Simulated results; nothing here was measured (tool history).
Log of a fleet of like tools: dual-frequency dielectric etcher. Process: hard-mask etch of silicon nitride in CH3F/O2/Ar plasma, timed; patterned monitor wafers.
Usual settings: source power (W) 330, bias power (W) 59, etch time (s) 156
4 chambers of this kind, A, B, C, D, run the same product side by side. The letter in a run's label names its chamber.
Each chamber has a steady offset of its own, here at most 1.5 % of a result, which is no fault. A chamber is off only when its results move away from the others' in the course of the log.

| run | hour | source power (W) | bias power (W) | etch time (s) | hours since the last wet clean | hours since the last source power generator calibration | hours since the last bias power generator calibration | read-back reference wafer on the same gauge, depth_nm | mean etch depth across the wafer (nm) |
|---|---|---|---|---|---|---|---|---|---|
| 1A | 3.6 | 330 | 59 | 156 | 325 | 2695 | 3293.5 | 80.256 | 95.624 |
| 2C | 8.9 | 330 | 59 | 156 | 176.4 | 1175.4 | 2145.8 | 80.245 | 96.002 |
| 3B | 13 | 330 | 59 | 156 | 349 | 1095.6 | 1682.9 | 80.333 | 94.989 |
| 4D | 17.7 | 330 | 59 | 156 | 275.7 | 3092.5 | 1342.3 | 80.281 | 96.749 |
| 5A | 21.1 | 330 | 59 | 156 | 342.5 | 2712.5 | 3311 | 80.354 | 95.7 |
| 6D | 26.1 | 330 | 59 | 156 | 284.1 | 3100.9 | 1350.7 | 80.233 | 96.183 |
| 7B | 29.2 | 330 | 59 | 156 | 365.2 | 1111.8 | 1699.1 | 80.388 | 93.846 |
| 8C | 36.2 | 330 | 59 | 156 | 203.7 | 1202.7 | 2173.1 | 80.367 | 95.703 |
| 9B | 41.7 | 280 | 73 | 156 | 377.7 | 1124.3 | 1711.6 | 80.283 | 94.942 |
| 10C | 47.1 | 280 | 73 | 156 | 214.6 | 1213.6 | 2184 | 80.324 | 96.62 |
| 11D | 50.5 | 280 | 73 | 156 | 308.5 | 3125.3 | 1375.1 | 80.3 | 97.48 |
| 12A | 53.7 | 280 | 73 | 156 | 375.1 | 2745.1 | 3343.6 | 80.27 | 96.321 |
| 13A | 58.1 | 330 | 59 | 156 | 379.5 | 2749.5 | 3348 | 80.376 | 96.559 |
| 14C | 63.2 | 330 | 59 | 156 | 230.7 | 1229.7 | 2200.1 | 80.243 | 95.089 |
| 15D | 67 | 330 | 59 | 156 | 325 | 3141.8 | 1391.6 | 80.279 | 96.062 |
| 16B | 73.3 | 330 | 59 | 156 | 409.3 | 1155.9 | 1743.2 | 80.363 | 93.628 |
| 17A | 78.6 | 330 | 59 | 156 | 400 | 2770 | 3368.5 | 80.365 | 94.885 |
| 18C | 83.1 | 330 | 59 | 156 | 250.6 | 1249.6 | 2220 | 80.262 | 95.076 |
| 19B | 89.5 | 330 | 71 | 130 | 425.5 | 1172.1 | 1759.4 | 80.203 | 83.984 |
| 20D | 96.2 | 330 | 71 | 130 | 354.2 | 3171 | 1420.8 | 80.281 | 85.452 |
| 21B | 100.5 | 330 | 71 | 130 | 436.5 | 1183.1 | 1770.4 | 80.273 | 84.146 |
|  | 103.1 | chamber B: wet clean of the chamber |
| 22D | 106 | 330 | 71 | 130 | 364 | 3180.8 | 1430.6 | 80.299 | 85.56 |
| 23C | 110.5 | 330 | 46 | 197 | 278 | 1277 | 2247.4 | 80.352 | 111.52 |
| 24A | 114.9 | 330 | 46 | 197 | 436.3 | 2806.3 | 3404.8 | 80.291 | 111.71 |
| 25B | 118.2 | 330 | 46 | 197 | 15.2 | 1200.8 | 1788.1 | 80.32 | 115.23 |
| 26A | 123.2 | 330 | 46 | 197 | 444.6 | 2814.6 | 3413.1 | 80.34 | 111.6 |
| 27C | 129.6 | 330 | 59 | 156 | 297.1 | 1296.1 | 2266.5 | 80.332 | 95.35 |
| 28D | 133.7 | 330 | 59 | 156 | 391.7 | 3208.5 | 1458.3 | 80.335 | 97.332 |
|  | 140.6 | chamber A: wet clean of the chamber |
| 29D | 140.8 | 300 | 49 | 156 | 398.8 | 3215.6 | 1465.4 | 80.251 | 87.095 |
| 30B | 148 | 300 | 49 | 156 | 45 | 1230.6 | 1817.9 | 80.317 | 89.311 |
| 31A | 154.6 | 300 | 49 | 156 | 14 | 2846 | 3444.5 | 80.322 | 86.977 |
| 32C | 159.8 | 300 | 49 | 156 | 327.3 | 1326.3 | 2296.7 | 80.365 | 86.538 |
| 33A | 164.5 | 330 | 59 | 156 | 23.9 | 2855.9 | 3454.4 | 80.324 | 96.453 |
| 34B | 168.4 | 330 | 59 | 156 | 65.4 | 1251 | 1838.3 | 80.244 | 98.091 |
| 35C | 174.7 | 330 | 59 | 156 | 342.2 | 1341.2 | 2311.6 | 80.341 | 95.156 |
|  | 180.2 | chamber D: source power generator calibrated |
| 36D | 180.9 | 330 | 59 | 156 | 438.9 | 0.7 | 1505.5 | 80.307 | 96.727 |
| 37C | 188.1 | 330 | 59 | 156 | 355.6 | 1354.6 | 2325 | 80.288 | 95.436 |
| 38A | 191.7 | 410 | 66 | 156 | 51.1 | 2883.1 | 3481.6 | 80.297 | 108.32 |
| 39D | 197.6 | 410 | 66 | 156 | 455.6 | 17.4 | 1522.2 | 80.316 | 108.73 |
| 40B | 204 | 410 | 66 | 156 | 101 | 1286.6 | 1873.9 | 80.364 | 111.52 |
| 41C | 207.6 | 410 | 66 | 156 | 375.1 | 1374.1 | 2344.5 | 80.437 | 107.88 |

What goes on in this fleet: one chamber off, a drifting gauge, or nothing beyond the chambers' own small offsets? Name the chamber and the cause, if any.

A service left chamber B off against the others.
Cause: etch rate over this chamber's usual, % = 4.55.

Here are 4 candidates for chamber B's next run, each the usual settings with a change, their results left as question marks. Which one brings its results back in line with what the others give on the usual settings?
In line means no further than this from the other chambers' mean on the usual settings: mean etch depth across the wafer (nm) 1.5
| 42B-1 | 212.8 | 320 | 57 | 156 |  |  |  |  | ? |
| 42B-2 | 212.8 | 330 | 59 | 165 |  |  |  |  | ? |
| 42B-3 | 212.8 | 330 | 59 | 160.5 |  |  |  |  | ? |
| 42B-4 | 212.8 | 330 | 59 | 147 |  |  |  |  | ? |

The other chambers' mean on the usual settings: mean etch depth across the wafer (nm) 95.781
| run | mean etch depth across the wafer (nm) |
|---|---|
| 42B-1 | 96.48 |
| 42B-2 | 104.44 |
| 42B-3 | 101.59 |
| 42B-4 | 93.048 |
42B-1 brings the chamber back in line.
